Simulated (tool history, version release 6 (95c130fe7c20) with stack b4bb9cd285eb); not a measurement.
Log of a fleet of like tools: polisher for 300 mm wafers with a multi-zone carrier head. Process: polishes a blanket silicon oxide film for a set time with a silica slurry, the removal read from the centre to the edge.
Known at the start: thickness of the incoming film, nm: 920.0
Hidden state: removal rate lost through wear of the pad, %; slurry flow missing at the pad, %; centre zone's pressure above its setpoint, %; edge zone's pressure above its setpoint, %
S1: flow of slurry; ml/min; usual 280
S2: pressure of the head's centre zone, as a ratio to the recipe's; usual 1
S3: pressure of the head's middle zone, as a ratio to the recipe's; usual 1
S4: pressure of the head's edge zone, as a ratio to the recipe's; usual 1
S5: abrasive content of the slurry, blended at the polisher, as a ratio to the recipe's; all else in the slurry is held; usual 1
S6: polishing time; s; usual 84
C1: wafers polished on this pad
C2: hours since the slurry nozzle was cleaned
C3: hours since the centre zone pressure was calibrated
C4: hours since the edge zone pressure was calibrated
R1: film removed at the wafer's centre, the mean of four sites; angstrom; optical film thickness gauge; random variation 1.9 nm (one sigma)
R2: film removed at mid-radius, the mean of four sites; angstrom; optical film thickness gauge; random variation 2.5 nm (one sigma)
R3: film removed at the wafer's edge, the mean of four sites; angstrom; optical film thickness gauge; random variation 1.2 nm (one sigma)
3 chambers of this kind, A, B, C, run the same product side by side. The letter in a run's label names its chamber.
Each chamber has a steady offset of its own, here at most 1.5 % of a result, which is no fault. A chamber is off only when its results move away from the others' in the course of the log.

run 1A hour=11.4 | S1=280 S2=1 S3=1 S4=1 S5=1 S6=84 | C1=866 C2=914 C3=324.4 C4=117.5 | R1=1978.5 R2=2017.1 R3=1937.6
run 2B hour=23.2 | S1=280 S2=1 S3=1 S4=1 S5=1 S6=84 | C1=795 C2=648.5 C3=834.1 C4=133.3 | R1=1945.5 R2=2003.6 R3=1923.5
-- hour=26.7 chamber B: worn pad replaced by a new one
run 3C hour=29.8 | S1=280 S2=1 S3=1 S4=1 S5=1 S6=84 | C1=312 C2=627.3 C3=303 C4=412.6 | R1=1941.9 R2=1917.7 R3=1970.2
-- hour=33.6 chamber A: worn pad replaced by a new one
run 4B hour=40.3 | S1=280 S2=1 S3=1 S4=1 S5=1 S6=84 | C1=124 C2=665.6 C3=851.2 C4=150.4 | R1=1954.7 R2=1983.8 R3=1916
run 5C hour=46.5 | S1=280 S2=1 S3=0.9 S4=1 S5=1 S6=84 | C1=465 C2=644 C3=319.7 C4=429.3 | R1=1938.3 R2=1774.8 R3=1955.8
run 6A hour=53.8 | S1=280 S2=1 S3=0.9 S4=1 S5=1 S6=84 | C1=185 C2=956.4 C3=366.8 C4=159.9 | R1=1935.7 R2=1780.9 R3=1955
run 7A hour=60.4 | S1=280 S2=1 S3=0.9 S4=1 S5=1 S6=84 | C1=246 C2=963 C3=373.4 C4=166.5 | R1=1987.3 R2=1782.2 R3=1930.8
-- hour=69.6 chamber A: slurry nozzle cleaned
run 8C hour=71.7 | S1=280 S2=1 S3=1 S4=1 S5=1 S6=84 | C1=696 C2=669.2 C3=344.9 C4=454.5 | R1=1981.2 R2=1908.7 R3=1986.1
run 9B hour=78.1 | S1=280 S2=1 S3=1 S4=1 S5=1 S6=84 | C1=471 C2=703.4 C3=889 C4=188.2 | R1=1972.1 R2=1949.6 R3=1915.7
-- hour=84.8 chamber C: slurry nozzle cleaned
run 10B hour=88.6 | S1=280 S2=1 S3=1 S4=1 S5=1 S6=84 | C1=567 C2=713.9 C3=899.5 C4=198.7 | R1=1948.7 R2=1992.2 R3=1936.4
run 11A hour=97.7 | S1=280 S2=1 S3=1 S4=1 S5=1 S6=84 | C1=588 C2=28.2 C3=410.7 C4=203.8 | R1=1939.7 R2=1958.2 R3=1938.6
run 12C hour=106.9 | S1=280 S2=1 S3=1 S4=1 S5=1 S6=84 | C1=1019 C2=22.2 C3=380.1 C4=489.7 | R1=1949.4 R2=1964.7 R3=1968.7
-- hour=118.5 chamber B: worn pad replaced by a new one
run 13C hour=119.1 | S1=280 S2=1 S3=1 S4=1 S5=1 S6=84 | C1=1131 C2=34.4 C3=392.3 C4=501.9 | R1=1969.5 R2=1961.1 R3=1956.4
run 14A hour=128.4 | S1=280 S2=1 S3=1 S4=1 S5=1 S6=84 | C1=869 C2=58.9 C3=441.4 C4=234.5 | R1=1931.3 R2=1972.7 R3=1953.8
run 15B hour=137.6 | S1=280 S2=1 S3=1 S4=1 S5=1 S6=84 | C1=175 C2=762.9 C3=948.5 C4=247.7 | R1=1949.4 R2=1898.1 R3=1931.5
-- hour=143.4 chamber C: worn pad replaced by a new one
-- hour=143.7 chamber B: slurry nozzle cleaned
-- hour=148.2 chamber A: worn pad replaced by a new one
run 16A hour=150.4 | S1=280 S2=1 S3=1 S4=1 S5=1 S6=84 | C1=20 C2=80.9 C3=463.4 C4=256.5 | R1=1964.4 R2=1955.5 R3=1949.5
run 17C hour=163.2 | S1=330 S2=1 S3=1 S4=0.9 S5=1 S6=84 | C1=182 C2=78.5 C3=436.4 C4=546 | R1=1960.7 R2=1988.3 R3=1881.3
run 18B hour=169.5 | S1=330 S2=1 S3=1 S4=0.9 S5=1 S6=84 | C1=467 C2=25.8 C3=980.4 C4=279.6 | R1=1952.2 R2=2030 R3=1821.6
run 19C hour=175.4 | S1=330 S2=1 S3=1 S4=0.9 S5=1 S6=84 | C1=293 C2=90.7 C3=448.6 C4=558.2 | R1=2019.8 R2=1985.5 R3=1889
run 20A hour=187.2 | S1=280 S2=1 S3=1 S4=1 S5=1 S6=84 | C1=357 C2=117.7 C3=500.2 C4=293.3 | R1=1932.7 R2=1958.5 R3=1950.5
-- hour=195.4 chamber B: worn pad replaced by a new one
run 21B hour=196 | S1=280 S2=1 S3=1 S4=1 S5=1 S6=84 | C1=6 C2=52.3 C3=1006.9 C4=306.1 | R1=1966.5 R2=1967.7 R3=1940.2
run 22B hour=205.4 | S1=280 S2=1 S3=1 S4=1 S5=1 S6=84 | C1=92 C2=61.7 C3=1016.3 C4=315.5 | R1=1981.7 R2=1937.5 R3=1920.2
run 23A hour=211.1 | S1=280 S2=1 S3=1 S4=1 S5=1 S6=84 | C1=576 C2=141.6 C3=524.1 C4=317.2 | R1=1933.4 R2=1962.6 R3=1950
run 24C hour=217.7 | S1=280 S2=1 S3=1 S4=1.08 S5=1 S6=84 | C1=681 C2=133 C3=490.9 C4=600.5 | R1=1925.4 R2=1952.4 R3=2032.2
run 25A hour=227.6 | S1=280 S2=1 S3=1 S4=1.08 S5=1 S6=84 | C1=728 C2=158.1 C3=540.6 C4=333.7 | R1=1969 R2=1969.5 R3=2020.2
run 26C hour=236.4 | S1=280 S2=1 S3=1 S4=1.08 S5=1 S6=84 | C1=853 C2=151.7 C3=509.6 C4=619.2 | R1=1925 R2=1966.9 R3=2061.1
run 27B hour=245.8 | S1=280 S2=0.93 S3=1 S4=1 S5=1 S6=94 | C1=462 C2=102.1 C3=1056.7 C4=355.9 | R1=2011 R2=2167.6 R3=2146.4
run 28C hour=254 | S1=280 S2=0.93 S3=1 S4=1 S5=1 S6=94 | C1=1014 C2=169.3 C3=527.2 C4=636.8 | R1=2014.7 R2=2179.5 R3=2228.6
run 29A hour=266.8 | S1=280 S2=0.93 S3=1 S4=1 S5=1 S6=94 | C1=1087 C2=197.3 C3=579.8 C4=372.9 | R1=2022.1 R2=2203.6 R3=2169.1
run 30B hour=277.6 | S1=280 S2=1 S3=1 S4=1 S5=1 S6=84 | C1=754 C2=133.9 C3=1088.5 C4=387.7 | R1=1943.2 R2=1938.3 R3=1934.6
-- hour=282.9 chamber B: centre zone pressure recalibrated
-- hour=284.2 chamber B: worn pad replaced by a new one
-- hour=288.1 chamber C: worn pad replaced by a new one
run 31C hour=288.2 | S1=280 S2=1 S3=1 S4=1 S5=1.25 S6=84 | C1=1 C2=203.5 C3=561.4 C4=671 | R1=2140.3 R2=2103 R3=2162.8
run 32B hour=297.4 | S1=280 S2=1 S3=1 S4=1 S5=1.25 S6=84 | C1=121 C2=153.7 C3=14.5 C4=407.5 | R1=2165.2 R2=2117.1 R3=2090.9

Is one chamber off against the others, does the gauge drift, or is nothing wrong? If a chamber is off, say which, and what the likeliest cause is.

No chamber stands off beyond its own small offset, and the gauge holds steady.

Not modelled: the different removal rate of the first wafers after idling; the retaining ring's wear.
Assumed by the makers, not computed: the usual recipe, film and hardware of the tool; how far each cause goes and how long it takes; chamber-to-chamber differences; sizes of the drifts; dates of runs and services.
